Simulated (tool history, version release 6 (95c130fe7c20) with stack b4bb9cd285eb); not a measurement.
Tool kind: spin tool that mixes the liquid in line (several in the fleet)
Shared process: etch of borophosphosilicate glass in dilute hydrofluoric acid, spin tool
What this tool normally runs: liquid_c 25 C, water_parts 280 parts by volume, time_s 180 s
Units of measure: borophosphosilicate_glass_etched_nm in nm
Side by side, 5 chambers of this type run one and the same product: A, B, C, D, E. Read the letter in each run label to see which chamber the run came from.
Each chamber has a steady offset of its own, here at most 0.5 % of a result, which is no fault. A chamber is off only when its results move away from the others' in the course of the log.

run    day  liquid_c  water_parts  time_s  read-back film thickness of the borophosphosilicate glass reference wafer, read on the same gauge (nm)  borophosphosilicate_glass_etched_nm
 1B  0.129        25          280     180                                                                                                  69.991                               21.973
 2A  0.312        25          280     180                                                                                                  69.976                               21.605
 3D  0.529        25          280     180                                                                                                  69.968                               21.825
 4E  0.683        25          280     180                                                                                                  69.970                               21.823
 5C  0.921        25          280     180                                                                                                  69.971                               21.959
 6B  1.058        25          280     180                                                                                                  69.986                               21.836
 7D  1.242        25          280     180                                                                                                  69.999                               21.824
 8E  1.417        25          280     180                                                                                                  70.026                               21.821
 9C  1.546        25          340     180                                                                                                  69.978                               16.914
10A  1.758        25          340     180                                                                                                  70.004                               17.002
11D  1.933        25          340     180                                                                                                  69.990                               17.021
12E  2.054        25          340     180                                                                                                  70.013                               17.205
13A  2.183        25          340     180                                                                                                  69.988                               16.895
14B  2.329        25          205     225                                                                                                  70.035                               40.248
15C  2.583        25          205     225                                                                                                  70.000                               40.804
16B  2.846        25          205     225                                                                                                  70.024                               40.477
17E  3.096        25          205     225                                                                                                  70.011                               40.405
18A  3.354        25          205     225                                                                                                  69.957                               39.822
19C  3.583        25          280     180                                                                                                  69.999                               21.928
20D  3.850        25          280     180                                                                                                  70.004                               21.925
21D  4.050        25          280     180                                                                                                  69.981                               21.924
22B  4.233        25          280     180                                                                                                  70.023                               21.824
23C  4.433        25          280     180                                                                                                  69.988                               21.875
24E  4.575        25          280     180                                                                                                  69.984                               22.342
25A  4.779        25          280     180                                                                                                  69.999                               21.768
26A  5.025        25          145     180                                                                                                  70.012                               48.380
27D  5.296        25          145     180                                                                                                  69.992                               49.451
28B  5.496        25          145     180                                                                                                  70.004                               49.507
29E  5.667        25          145     180                                                                                                  69.994                               49.429
30C  5.838        25          145     180                                                                                                  70.002                               49.420
31A  6.012        25          280     180                                                                                                  70.022                               21.795
32D  6.233        25          280     180                                                                                                  70.005                               21.925
33C  6.404        25          280     180                                                                                                  70.001                               21.787
34B  6.675        25          280     180                                                                                                  70.038                               21.692
35E  6.900        25          280     180                                                                                                  69.996                               22.343
36D  7.050        25          280     180                                                                                                  70.047                               21.831
37E  7.262        25          370     180                                                                                                  70.029                               15.676
38B  7.512        25          370     180                                                                                                  70.017                               14.875
39A  7.750        25          370     180                                                                                                  69.990                               15.192
40C  8.012        25          370     180                                                                                                  69.985                               15.027
41E  8.142        25          370     180                                                                                                  70.009                               15.762
42A  8.275        25          280     180                                                                                                  69.995                               21.932
43D  8.508        25          280     180                                                                                                  70.009                               21.941
44B  8.658        25          280     180                                                                                                  69.977                               21.796

Read the log: is a single chamber off, either drifting away or since a service, is the gauge that measures every chamber drifting, or is nothing wrong beyond small per-chamber offsets? Name any odd chamber and what most likely caused it.

Chamber E drifts away from the others.
Cause: hydrofluoric acid flow above the setpoint (%) = 2.98.
The log might look much the same if the cause were instead: liquid hotter than its thermometer reads (K).

Chamber E could run next with any of the 4 candidate recipes listed below; each alters the usual settings, and their results appear as question marks. Which one brings its results back in line with what the other chambers deliver on the usual settings?
Counts as in line when no further than this from what the other chambers average on the usual settings: borophosphosilicate_glass_etched_nm 0.320 nm
45E-1  8.854        25          295     180                                                                                                                                            ?
45E-2  8.854        24          280     180                                                                                                                                            ?
45E-3  8.854        26          280     180                                                                                                                                            ?
45E-4  8.854        27          280     180                                                                                                                                            ?

The mean the other chambers reach with the usual settings: borophosphosilicate_glass_etched_nm 21.845 nm
  run  borophosphosilicate_glass_etched_nm
45E-1                               21.227
45E-2                               21.877
45E-3                               23.491
45E-4                               24.318
With 45E-2, the chamber falls back in line with the rest.
